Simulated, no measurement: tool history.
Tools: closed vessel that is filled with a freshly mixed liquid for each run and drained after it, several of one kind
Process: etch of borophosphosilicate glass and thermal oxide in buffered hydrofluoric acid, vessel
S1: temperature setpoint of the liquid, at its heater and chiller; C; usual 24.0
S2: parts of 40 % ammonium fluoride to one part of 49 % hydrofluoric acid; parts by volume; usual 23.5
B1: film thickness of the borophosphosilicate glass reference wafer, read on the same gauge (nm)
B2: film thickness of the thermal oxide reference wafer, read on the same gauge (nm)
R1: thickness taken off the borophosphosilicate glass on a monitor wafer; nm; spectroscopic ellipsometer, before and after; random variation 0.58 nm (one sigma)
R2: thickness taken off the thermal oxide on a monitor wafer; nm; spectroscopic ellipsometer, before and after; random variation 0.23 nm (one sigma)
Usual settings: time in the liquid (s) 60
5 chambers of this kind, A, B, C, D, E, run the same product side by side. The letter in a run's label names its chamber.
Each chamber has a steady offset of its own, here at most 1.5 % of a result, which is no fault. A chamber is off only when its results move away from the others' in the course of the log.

{"run": "1B", "hour": 12.8, "S1": 24.0, "S2": 23.5, "time in the liquid (s)": 60, "B1": 40.023, "B2": 79.999, "R1": 62.167, "R2": 32.097}
{"run": "2C", "hour": 24.4, "S1": 24.0, "S2": 23.5, "time in the liquid (s)": 60, "B1": 39.985, "B2": 80.002, "R1": 61.839, "R2": 31.857}
{"run": "3E", "hour": 35.4, "S1": 24.0, "S2": 23.5, "time in the liquid (s)": 60, "B1": 39.993, "B2": 79.993, "R1": 62.035, "R2": 31.35}
{"run": "4A", "hour": 49.1, "S1": 24.0, "S2": 23.5, "time in the liquid (s)": 60, "B1": 40.013, "B2": 79.978, "R1": 61.726, "R2": 31.738}
{"run": "5D", "hour": 59.7, "S1": 24.0, "S2": 23.5, "time in the liquid (s)": 60, "B1": 39.978, "B2": 80.023, "R1": 61.287, "R2": 31.653}
{"run": "6E", "hour": 65.9, "S1": 24.0, "S2": 23.5, "time in the liquid (s)": 60, "B1": 39.998, "B2": 80.062, "R1": 61.739, "R2": 31.728}
{"run": "7D", "hour": 78.2, "S1": 24.0, "S2": 23.5, "time in the liquid (s)": 60, "B1": 39.99, "B2": 80.009, "R1": 62.551, "R2": 32.123}
{"run": "8A", "hour": 91.1, "S1": 24.0, "S2": 23.5, "time in the liquid (s)": 60, "B1": 39.995, "B2": 79.962, "R1": 60.294, "R2": 32.468}
{"hour": 93.3, "done": "chamber D: thermometer replaced"}
{"run": "9B", "hour": 97.6, "S1": 24.0, "S2": 16.5, "time in the liquid (s)": 75, "B1": 40.006, "B2": 80.07, "R1": 105.02, "R2": 54.47}
{"run": "10C", "hour": 111.0, "S1": 24.0, "S2": 16.5, "time in the liquid (s)": 75, "B1": 40.004, "B2": 80.026, "R1": 104.86, "R2": 53.773}
{"run": "11B", "hour": 118.3, "S1": 24.0, "S2": 16.5, "time in the liquid (s)": 75, "B1": 40.027, "B2": 80.006, "R1": 104.64, "R2": 54.149}
{"run": "12A", "hour": 126.2, "S1": 24.0, "S2": 16.5, "time in the liquid (s)": 75, "B1": 40.009, "B2": 79.964, "R1": 104.34, "R2": 54.35}
{"run": "13E", "hour": 138.8, "S1": 24.0, "S2": 16.5, "time in the liquid (s)": 75, "B1": 40.025, "B2": 80.016, "R1": 106.3, "R2": 53.683}
{"run": "14C", "hour": 145.5, "S1": 24.0, "S2": 23.5, "time in the liquid (s)": 60, "B1": 40.006, "B2": 79.996, "R1": 60.997, "R2": 32.188}
{"run": "15D", "hour": 158.2, "S1": 24.0, "S2": 23.5, "time in the liquid (s)": 60, "B1": 40.015, "B2": 79.983, "R1": 61.58, "R2": 31.609}
{"run": "16E", "hour": 167.7, "S1": 24.0, "S2": 23.5, "time in the liquid (s)": 60, "B1": 39.994, "B2": 79.962, "R1": 62.359, "R2": 31.648}
{"run": "17C", "hour": 174.1, "S1": 24.0, "S2": 23.5, "time in the liquid (s)": 60, "B1": 39.996, "B2": 79.986, "R1": 62.534, "R2": 31.711}
{"run": "18B", "hour": 184.3, "S1": 24.0, "S2": 23.5, "time in the liquid (s)": 60, "B1": 39.986, "B2": 80.0, "R1": 61.138, "R2": 31.655}
{"run": "19A", "hour": 192.6, "S1": 24.0, "S2": 23.5, "time in the liquid (s)": 60, "B1": 39.99, "B2": 80.033, "R1": 61.243, "R2": 31.632}
{"run": "20D", "hour": 199.8, "S1": 24.0, "S2": 23.5, "time in the liquid (s)": 60, "B1": 39.996, "B2": 80.004, "R1": 62.129, "R2": 31.696}
{"run": "21A", "hour": 206.3, "S1": 24.0, "S2": 23.5, "time in the liquid (s)": 60, "B1": 39.99, "B2": 79.966, "R1": 61.781, "R2": 31.887}
{"run": "22E", "hour": 216.2, "S1": 24.0, "S2": 23.5, "time in the liquid (s)": 60, "B1": 40.011, "B2": 79.918, "R1": 62.101, "R2": 31.627}
{"run": "23C", "hour": 229.4, "S1": 24.0, "S2": 23.5, "time in the liquid (s)": 60, "B1": 39.999, "B2": 79.956, "R1": 60.974, "R2": 31.89}
{"run": "24B", "hour": 237.4, "S1": 24.0, "S2": 23.5, "time in the liquid (s)": 30, "B1": 40.0, "B2": 79.982, "R1": 30.603, "R2": 16.122}
{"run": "25D", "hour": 248.3, "S1": 24.0, "S2": 23.5, "time in the liquid (s)": 30, "B1": 40.005, "B2": 80.002, "R1": 31.136, "R2": 15.897}
{"hour": 250.3, "done": "chamber E: hydrofluoric acid flow meter replaced"}
{"run": "26D", "hour": 254.5, "S1": 24.0, "S2": 23.5, "time in the liquid (s)": 30, "B1": 39.988, "B2": 79.983, "R1": 30.707, "R2": 15.943}
{"run": "27A", "hour": 262.2, "S1": 24.0, "S2": 23.5, "time in the liquid (s)": 30, "B1": 39.97, "B2": 80.052, "R1": 30.324, "R2": 16.136}
{"run": "28E", "hour": 276.2, "S1": 24.0, "S2": 23.5, "time in the liquid (s)": 30, "B1": 39.998, "B2": 79.989, "R1": 30.848, "R2": 15.573}
{"run": "29C", "hour": 283.2, "S1": 24.0, "S2": 23.5, "time in the liquid (s)": 60, "B1": 39.986, "B2": 80.018, "R1": 61.713, "R2": 31.752}
{"run": "30B", "hour": 294.3, "S1": 24.0, "S2": 30.0, "time in the liquid (s)": 60, "B1": 39.978, "B2": 79.975, "R1": 52.639, "R2": 27.097}
{"run": "31C", "hour": 305.1, "S1": 24.0, "S2": 30.0, "time in the liquid (s)": 60, "B1": 40.026, "B2": 79.997, "R1": 51.691, "R2": 26.971}
{"run": "32E", "hour": 316.4, "S1": 24.0, "S2": 30.0, "time in the liquid (s)": 60, "B1": 40.003, "B2": 80.0, "R1": 52.842, "R2": 26.521}
{"run": "33A", "hour": 325.7, "S1": 24.0, "S2": 30.0, "time in the liquid (s)": 60, "B1": 39.984, "B2": 80.006, "R1": 51.431, "R2": 26.886}
{"run": "34D", "hour": 339.5, "S1": 24.0, "S2": 30.0, "time in the liquid (s)": 60, "B1": 40.009, "B2": 80.054, "R1": 51.875, "R2": 26.953}
{"run": "35B", "hour": 352.8, "S1": 27.5, "S2": 23.5, "time in the liquid (s)": 75, "B1": 39.984, "B2": 80.059, "R1": 91.254, "R2": 48.76}

Next, every chamber runs the same settings. What will each give?
{"run": "36A", "hour": 362.8, "S1": 24.0, "S2": 23.5, "time in the liquid (s)": 60, "R1": "?", "R2": "?"}
{"run": "36B", "hour": 362.8, "S1": 24.0, "S2": 23.5, "time in the liquid (s)": 60, "R1": "?", "R2": "?"}
{"run": "36C", "hour": 362.8, "S1": 24.0, "S2": 23.5, "time in the liquid (s)": 60, "R1": "?", "R2": "?"}
{"run": "36D", "hour": 362.8, "S1": 24.0, "S2": 23.5, "time in the liquid (s)": 60, "R1": "?", "R2": "?"}
{"run": "36E", "hour": 362.8, "S1": 24.0, "S2": 23.5, "time in the liquid (s)": 60, "R1": "?", "R2": "?"}

run=36A R1=60.819 R2=32.247
run=36B R1=61.730 R2=32.108
run=36C R1=61.512 R2=32.006
run=36D R1=61.546 R2=31.325
run=36E R1=61.180 R2=31.245
